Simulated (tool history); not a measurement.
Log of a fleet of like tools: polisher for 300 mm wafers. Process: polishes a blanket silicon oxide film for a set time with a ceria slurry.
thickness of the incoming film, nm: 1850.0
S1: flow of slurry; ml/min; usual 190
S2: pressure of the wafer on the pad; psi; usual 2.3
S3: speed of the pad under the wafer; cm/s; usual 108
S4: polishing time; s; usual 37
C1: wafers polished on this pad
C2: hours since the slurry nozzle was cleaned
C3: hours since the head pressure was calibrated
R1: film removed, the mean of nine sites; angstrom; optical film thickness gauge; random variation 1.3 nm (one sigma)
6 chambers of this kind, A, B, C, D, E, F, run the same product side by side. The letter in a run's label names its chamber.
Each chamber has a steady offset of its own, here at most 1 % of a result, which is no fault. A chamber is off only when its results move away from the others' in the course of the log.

run	hour	S1	S2	S3	S4	C1	C2	C3	R1
# hour 0.5: chamber A: slurry nozzle cleaned
1A	6.2	190	2.3	108	37	833	5.8	158.5	1151.40
# hour 11.7: chamber B: head pressure recalibrated
2B	14.6	190	2.3	108	37	1026	35.2	2.9	1127.00
3F	25.9	190	2.3	108	37	655	123.0	560.8	1121.30
4D	32.1	190	2.3	108	37	552	325.5	842.6	1150.10
5C	45.3	190	2.3	108	37	755	194.3	122.2	1119.20
# hour 49.6: chamber F: worn pad replaced by a new one
# hour 51.7: chamber C: worn pad replaced by a new one
6E	58.3	190	2.3	108	37	1029	354.3	65.6	1129.80
# hour 64.2: chamber B: worn pad replaced by a new one
7C	65.9	190	2.3	108	37	156	214.9	142.8	1128.70
8D	74.1	190	2.3	108	37	1014	367.5	884.6	1140.70
9B	81.8	190	2.3	108	37	194	102.4	70.1	1103.60
# hour 82.7: chamber D: worn pad replaced by a new one
# hour 83.7: chamber A: worn pad replaced by a new one
# hour 87.0: chamber E: worn pad replaced by a new one
10E	91.5	190	2.3	108	37	50	387.5	98.8	1143.10
# hour 94.3: chamber E: slurry nozzle cleaned
11F	100.7	190	2.3	108	37	563	197.8	635.6	1138.50
12A	107.1	190	2.3	108	37	258	106.7	259.4	1142.40
13B	117.8	190	2.3	108	37	590	138.4	106.1	1129.70
# hour 118.1: chamber F: worn pad replaced by a new one
# hour 118.5: chamber C: worn pad replaced by a new one
14A	130.8	190	2.3	108	37	519	130.4	283.1	1163.70
15D	141.9	190	2.3	108	37	652	435.3	952.4	1149.40
16F	155.5	190	2.3	108	37	412	252.6	690.4	1107.80
17C	165.0	190	2.3	108	37	512	314.0	241.9	1104.90
18E	171.9	190	2.3	108	37	935	77.7	179.2	1125.00
# hour 180.9: chamber A: head pressure recalibrated
# hour 181.2: chamber B: worn pad replaced by a new one
19F	181.7	190	2.3	108	37	701	278.8	716.6	1145.00
# hour 187.4: chamber C: worn pad replaced by a new one
# hour 188.1: chamber D: worn pad replaced by a new one
20A	193.7	190	2.3	108	37	1211	193.3	12.8	1143.00
# hour 198.7: chamber F: worn pad replaced by a new one
21C	200.0	190	2.3	108	37	139	349.0	276.9	1051.80
22E	213.2	190	2.3	108	37	1390	119.0	220.5	1139.30
# hour 218.4: chamber E: worn pad replaced by a new one
# hour 219.2: chamber A: worn pad replaced by a new one
23D	225.1	190	2.3	108	37	407	518.5	1035.6	1143.10
# hour 227.7: chamber B: slurry nozzle cleaned
24B	238.3	155	2.3	108	37	629	10.6	226.6	1112.90
25C	248.9	155	2.3	108	37	678	397.9	325.8	1014.00
26B	262.3	155	2.3	108	37	893	34.6	250.6	1085.70
27F	275.7	155	2.3	108	37	848	372.8	810.6	1112.40
# hour 277.0: chamber C: worn pad replaced by a new one
# hour 277.3: chamber F: worn pad replaced by a new one
# hour 287.4: chamber D: worn pad replaced by a new one
28D	288.7	155	2.3	108	37	14	582.1	1099.2	1095.90
29E	299.0	155	2.3	108	37	887	204.8	306.3	1121.70
# hour 303.1: chamber B: worn pad replaced by a new one
30A	308.0	190	2.3	108	37	978	307.6	127.1	1139.10
31F	318.8	190	2.3	108	37	457	415.9	853.7	1112.50
32E	326.7	190	2.3	108	37	1192	232.5	334.0	1137.70
# hour 333.0: chamber D: slurry nozzle cleaned
33B	340.3	190	2.3	108	37	410	112.6	328.6	1124.30
# hour 348.9: chamber C: slurry nozzle cleaned
# hour 351.1: chamber C: worn pad replaced by a new one
34A	351.5	190	2.3	74	37	1457	351.1	170.6	772.65
# hour 352.3: chamber F: worn pad replaced by a new one
35D	365.1	190	2.3	74	37	855	32.2	1175.6	764.74
36C	371.3	190	2.3	74	37	223	22.5	448.2	705.16
37B	377.7	190	2.3	74	37	821	150.0	366.0	778.25
38F	384.4	190	2.3	74	37	354	481.5	919.3	785.01
39D	392.1	190	2.3	74	37	1153	59.2	1202.6	760.54

What goes on in this fleet: one chamber off, a drifting gauge, or nothing beyond the chambers' own small offsets? Name the chamber and the cause, if any.

Chamber C drifts away from the others.
Cause: head's pressure below its setpoint, % = 11.1.

Here are 4 candidates for chamber C's next run, each the usual settings with a change, their results left as question marks. Which one brings its results back in line with what the others give on the usual settings?
In line means no further than this from the other chambers' mean on the usual settings: R1 46.00 angstrom
40C-1	401.9	190	2.2	104	36				?
40C-2	401.9	195	2.9	108	37				?
40C-3	401.9	190	2.3	86	37				?
40C-4	401.9	190	2.4	112	38				?

The other chambers' mean on the usual settings: R1 1124.10 angstrom
run	R1
40C-1	902.12
40C-2	1271.00
40C-3	799.88
40C-4	1118.40
40C-4 brings the chamber back in line.

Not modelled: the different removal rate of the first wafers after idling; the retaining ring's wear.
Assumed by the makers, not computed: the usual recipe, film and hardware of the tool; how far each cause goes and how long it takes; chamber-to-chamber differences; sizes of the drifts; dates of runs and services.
